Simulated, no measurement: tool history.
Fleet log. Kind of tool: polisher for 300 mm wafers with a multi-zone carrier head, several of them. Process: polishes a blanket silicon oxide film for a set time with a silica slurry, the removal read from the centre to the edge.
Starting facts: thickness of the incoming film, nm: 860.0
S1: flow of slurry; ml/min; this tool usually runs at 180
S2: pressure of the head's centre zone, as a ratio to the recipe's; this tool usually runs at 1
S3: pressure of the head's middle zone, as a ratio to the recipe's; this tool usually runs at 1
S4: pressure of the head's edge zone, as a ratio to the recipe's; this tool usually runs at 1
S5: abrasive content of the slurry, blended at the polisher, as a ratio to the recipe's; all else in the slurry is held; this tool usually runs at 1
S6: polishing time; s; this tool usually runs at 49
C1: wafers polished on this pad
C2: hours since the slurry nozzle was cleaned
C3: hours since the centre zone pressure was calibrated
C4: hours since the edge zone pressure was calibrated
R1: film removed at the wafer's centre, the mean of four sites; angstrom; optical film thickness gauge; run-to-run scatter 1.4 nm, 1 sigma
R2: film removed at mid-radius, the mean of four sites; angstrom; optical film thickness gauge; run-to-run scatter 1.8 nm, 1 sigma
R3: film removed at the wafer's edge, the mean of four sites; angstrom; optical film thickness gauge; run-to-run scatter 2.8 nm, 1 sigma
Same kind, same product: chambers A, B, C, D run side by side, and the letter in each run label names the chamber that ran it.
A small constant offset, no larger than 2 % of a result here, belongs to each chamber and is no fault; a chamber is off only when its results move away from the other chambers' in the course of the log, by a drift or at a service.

-- day=0.321 chamber D: edge zone pressure recalibrated
run 1C day=0.321 | S1=180 S2=1 S3=1 S4=1 S5=1 S6=49 | C1=199 C2=473.4 C3=937.2 C4=333.7 | R1=1947.3 R2=1939.6 R3=1952.5
run 2A day=0.5 | S1=180 S2=1 S3=1 S4=1 S5=1 S6=49 | C1=522 C2=16.9 C3=172.6 C4=281.6 | R1=1930.7 R2=1992.4 R3=1993.6
run 3B day=0.721 | S1=180 S2=1 S3=1 S4=1 S5=1 S6=49 | C1=244 C2=147.6 C3=92.1 C4=944.2 | R1=1918.6 R2=1992.5 R3=1946.3
run 4D day=1 | S1=180 S2=1 S3=1 S4=1 S5=1 S6=49 | C1=429 C2=565.1 C3=589.9 C4=16.4 | R1=1965.1 R2=1951.9 R3=1962.3
-- day=1.175 chamber D: worn pad replaced by a new one
run 5C day=1.2 | S1=180 S2=1 S3=1 S4=1 S5=1 S6=49 | C1=323 C2=494.5 C3=958.3 C4=354.8 | R1=1944.4 R2=1981.5 R3=1911.6
run 6D day=1.404 | S1=180 S2=1 S3=1 S4=1 S5=1 S6=43 | C1=33 C2=574.8 C3=599.6 C4=26.1 | R1=1719.4 R2=1696.1 R3=1712.6
run 7B day=1.662 | S1=180 S2=1 S3=1 S4=1 S5=1 S6=43 | C1=378 C2=170.2 C3=114.7 C4=966.8 | R1=1715.3 R2=1726.9 R3=1719.9
run 8A day=1.908 | S1=180 S2=1 S3=1 S4=1 S5=1 S6=43 | C1=722 C2=50.7 C3=206.4 C4=315.4 | R1=1693.5 R2=1729 R3=1694.2
-- day=2.108 chamber A: edge zone pressure recalibrated
run 9D day=2.183 | S1=180 S2=1 S3=1 S4=1 S5=1 S6=43 | C1=143 C2=593.5 C3=618.3 C4=44.8 | R1=1737.8 R2=1724.8 R3=1720.1
-- day=2.188 chamber C: centre zone pressure recalibrated
run 10C day=2.383 | S1=180 S2=1 S3=1 S4=1 S5=1 S6=49 | C1=491 C2=522.9 C3=4.8 C4=383.2 | R1=1960 R2=1949.2 R3=1936.8
run 11A day=2.554 | S1=180 S2=1 S3=1 S4=1 S5=1 S6=49 | C1=813 C2=66.2 C3=221.9 C4=10.8 | R1=1930.3 R2=1980.8 R3=1962.7
run 12B day=2.854 | S1=180 S2=1 S3=1 S4=1 S5=1 S6=49 | C1=547 C2=198.8 C3=143.3 C4=995.4 | R1=1923.8 R2=1982.8 R3=1968.7
run 13C day=3.188 | S1=180 S2=1.07 S3=1 S4=0.9 S5=1 S6=49 | C1=605 C2=542.2 C3=24.1 C4=402.5 | R1=2083.4 R2=1919.8 R3=1846.1
run 14B day=3.525 | S1=180 S2=1.07 S3=1 S4=0.9 S5=1 S6=49 | C1=642 C2=214.9 C3=159.4 C4=1011.5 | R1=2091.4 R2=1995.7 R3=1803.9
run 15A day=3.738 | S1=180 S2=1.07 S3=1 S4=0.9 S5=1 S6=49 | C1=981 C2=94.6 C3=250.3 C4=39.2 | R1=2084.7 R2=1989 R3=1845.8
-- day=3.821 chamber A: worn pad replaced by a new one
run 16D day=4.017 | S1=180 S2=1.07 S3=1 S4=0.9 S5=1 S6=49 | C1=403 C2=637.5 C3=662.3 C4=88.8 | R1=2123.3 R2=1977.8 R3=1881.6
run 17B day=4.208 | S1=180 S2=1 S3=1 S4=1 S5=1 S6=49 | C1=738 C2=231.3 C3=175.8 C4=1027.9 | R1=1948.5 R2=1990.7 R3=1951.4
-- day=4.388 chamber D: worn pad replaced by a new one
run 18D day=4.442 | S1=180 S2=1 S3=1 S4=1 S5=1 S6=49 | C1=7 C2=647.7 C3=672.5 C4=99 | R1=1971.3 R2=1923 R3=1921.5
run 19A day=4.662 | S1=180 S2=1 S3=1 S4=1 S5=1 S6=49 | C1=119 C2=116.8 C3=272.5 C4=61.4 | R1=1922.6 R2=1973.9 R3=1961.5
-- day=4.746 chamber D: centre zone pressure recalibrated
run 20C day=4.983 | S1=180 S2=1 S3=1 S4=1 S5=1 S6=49 | C1=859 C2=585.3 C3=67.2 C4=445.6 | R1=1959.7 R2=1933.2 R3=1932.9
run 21A day=5.312 | S1=180 S2=1 S3=1 S4=1 S5=1 S6=49 | C1=211 C2=132.4 C3=288.1 C4=77 | R1=1908.4 R2=1959.9 R3=1948.8
-- day=5.479 chamber B: worn pad replaced by a new one
-- day=5.504 chamber B: edge zone pressure recalibrated
run 22C day=5.65 | S1=180 S2=1.09 S3=1 S4=1.05 S5=1 S6=49 | C1=953 C2=601.3 C3=83.2 C4=461.6 | R1=2140.8 R2=1961.1 R3=2096.1
run 23B day=5.954 | S1=180 S2=1.09 S3=1 S4=1.05 S5=1 S6=49 | C1=67 C2=273.2 C3=217.7 C4=10.8 | R1=2155.9 R2=1928.9 R3=2034.9
run 24D day=6.229 | S1=180 S2=1.09 S3=1 S4=1.05 S5=1 S6=49 | C1=261 C2=690.6 C3=35.6 C4=141.9 | R1=1986.9 R2=1934.7 R3=2044.3
-- day=6.25 chamber C: worn pad replaced by a new one
run 25D day=6.45 | S1=180 S2=1.09 S3=1 S4=1.05 S5=1 S6=49 | C1=292 C2=695.9 C3=40.9 C4=147.2 | R1=2002.9 R2=1972.8 R3=2059.3
run 26C day=6.712 | S1=180 S2=1 S3=1 S4=1 S5=1 S6=49 | C1=66 C2=626.8 C3=108.7 C4=487.1 | R1=1946.4 R2=1964.5 R3=1967.8
-- day=6.971 chamber A: centre zone pressure recalibrated
run 27A day=6.979 | S1=180 S2=1 S3=1 S4=1 S5=1 S6=49 | C1=447 C2=172.4 C3=0.2 C4=117 | R1=1915.7 R2=1940 R3=1951.9
run 28B day=7.3 | S1=180 S2=1 S3=1 S4=1 S5=1 S6=49 | C1=258 C2=305.5 C3=250 C4=43.1 | R1=1931.9 R2=1995.7 R3=1919.3
run 29A day=7.5 | S1=180 S2=1 S3=1 S4=1 S5=1 S6=49 | C1=521 C2=184.9 C3=12.7 C4=129.5 | R1=1929.8 R2=1986.6 R3=1930.6
run 30B day=7.729 | S1=180 S2=0.91 S3=0.91 S4=1 S5=1 S6=49 | C1=319 C2=315.8 C3=260.3 C4=53.4 | R1=1741.2 R2=1825.6 R3=1978.8
run 31C day=8.021 | S1=180 S2=0.91 S3=0.91 S4=1 S5=1 S6=49 | C1=251 C2=658.2 C3=140.1 C4=518.5 | R1=1746.8 R2=1788.5 R3=1933.4

The same settings go to every chamber for the next run, one line per chamber below. Forecast the results for each:
run 32A day=8.262 | S1=180 S2=1 S3=1 S4=1 S5=1 S6=49 | R1=? R2=? R3=?
run 32B day=8.262 | S1=180 S2=1 S3=1 S4=1 S5=1 S6=49 | R1=? R2=? R3=?
run 32C day=8.262 | S1=180 S2=1 S3=1 S4=1 S5=1 S6=49 | R1=? R2=? R3=?
run 32D day=8.262 | S1=180 S2=1 S3=1 S4=1 S5=1 S6=49 | R1=? R2=? R3=?

run=32A R1=1929.9 R2=2009.6 R3=1945.6
run=32B R1=1941.8 R2=1984.3 R3=1950.4
run=32C R1=1951.3 R2=1963.5 R3=1935.6
run=32D R1=1812.5 R2=1941.5 R3=1947.5
